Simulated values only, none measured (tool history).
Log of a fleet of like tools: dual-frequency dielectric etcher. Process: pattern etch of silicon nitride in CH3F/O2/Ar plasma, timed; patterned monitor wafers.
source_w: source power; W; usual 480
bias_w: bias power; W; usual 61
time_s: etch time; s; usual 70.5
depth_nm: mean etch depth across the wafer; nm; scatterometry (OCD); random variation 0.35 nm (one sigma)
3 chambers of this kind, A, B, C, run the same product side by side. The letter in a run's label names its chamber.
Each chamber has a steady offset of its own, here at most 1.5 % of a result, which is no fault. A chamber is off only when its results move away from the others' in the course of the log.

run,hour,source_w,bias_w,time_s,hours since the last wet clean,hours since the last source power generator calibration,hours since the last bias power generator calibration,"read-back reference wafer on the same gauge, depth_nm",depth_nm
1B,4.2,480,61,70.5,148,522.8,1887.2,44.506,49.36
2C,11.8,480,61,70.5,289,373.6,846,44.421,50.248
3A,18.2,480,61,70.5,245,1751.7,726.6,44.415,50.967
4B,24.3,480,61,70.5,168.1,542.9,1907.3,44.419,49.487
5C,28.9,480,61,70.5,306.1,390.7,863.1,44.437,50.347
6A,37.5,480,61,70.5,264.3,1771,745.9,44.432,49.95
7C,43.4,480,61,70.5,320.6,405.2,877.6,44.427,49.94
8A,51.6,480,61,70.5,278.4,1785.1,760,44.364,49.837
9B,58.4,480,61,70.5,202.2,577,1941.4,44.444,48.974
10B,65.5,480,61,70.5,209.3,584.1,1948.5,44.396,48.995
11C,70.1,440,61,70.5,347.3,431.9,904.3,44.398,48.523
12A,75.1,440,61,70.5,301.9,1808.6,783.5,44.33,48.593
13A,80.7,440,61,70.5,307.5,1814.2,789.1,44.373,48.077
14C,85.9,480,61,70.5,363.1,447.7,920.1,44.424,50.233
15B,90.8,480,61,70.5,234.6,609.4,1973.8,44.358,48.557
16B,98.1,480,61,70.5,241.9,616.7,1981.1,44.379,48.951
17C,103.8,480,61,70.5,381,465.6,938,44.434,50.324
18A,109.3,480,61,70.5,336.1,1842.8,817.7,44.397,49.871
19A,113.4,480,61,70.5,340.2,1846.9,821.8,44.315,50.052
20C,117.3,480,61,70.5,394.5,479.1,951.5,44.445,50.461
21B,124.7,480,61,70.5,268.5,643.3,2007.7,44.365,48.299
22A,131,480,61,70.5,357.8,1864.5,839.4,44.365,50.417
23C,137.5,480,61,70.5,414.7,499.3,971.7,44.399,50.705
24B,144.9,480,61,70.5,288.7,663.5,2027.9,44.36,48.225
25B,150.4,480,61,70.5,294.2,669,2033.4,44.4,47.648
26C,159.2,480,61,70.5,436.4,521,993.4,44.356,50.154
27A,168.1,480,61,70.5,394.9,1901.6,876.5,44.463,49.656
28C,176.5,480,61,70.5,453.7,538.3,1010.7,44.407,50.765
29B,184.3,480,61,70.5,328.1,702.9,2067.3,44.379,47.523
30A,192.1,480,61,70.5,418.9,1925.6,900.5,44.39,49.83
31B,201,480,61,70.5,344.8,719.6,2084,44.456,47.491
# hour 205.6: chamber C: wet clean of the chamber
32C,209.2,480,61,70.5,3.7,571,1043.4,44.383,50.684
33A,214.1,480,61,70.5,440.9,1947.6,922.5,44.403,50.226
34A,222.9,480,61,70.5,449.7,1956.4,931.3,44.398,50.554
35B,227.3,480,61,70.5,371.1,745.9,2110.3,44.39,47.449
36C,235.5,480,61,70.5,30,597.3,1069.7,44.442,49.819

Next, every chamber runs the same settings. What will each give?
37A,242,480,61,78,,,,,?
37B,242,480,61,78,,,,,?
37C,242,480,61,78,,,,,?

run,depth_nm
37A,55.537
37B,51.73
37C,55.616
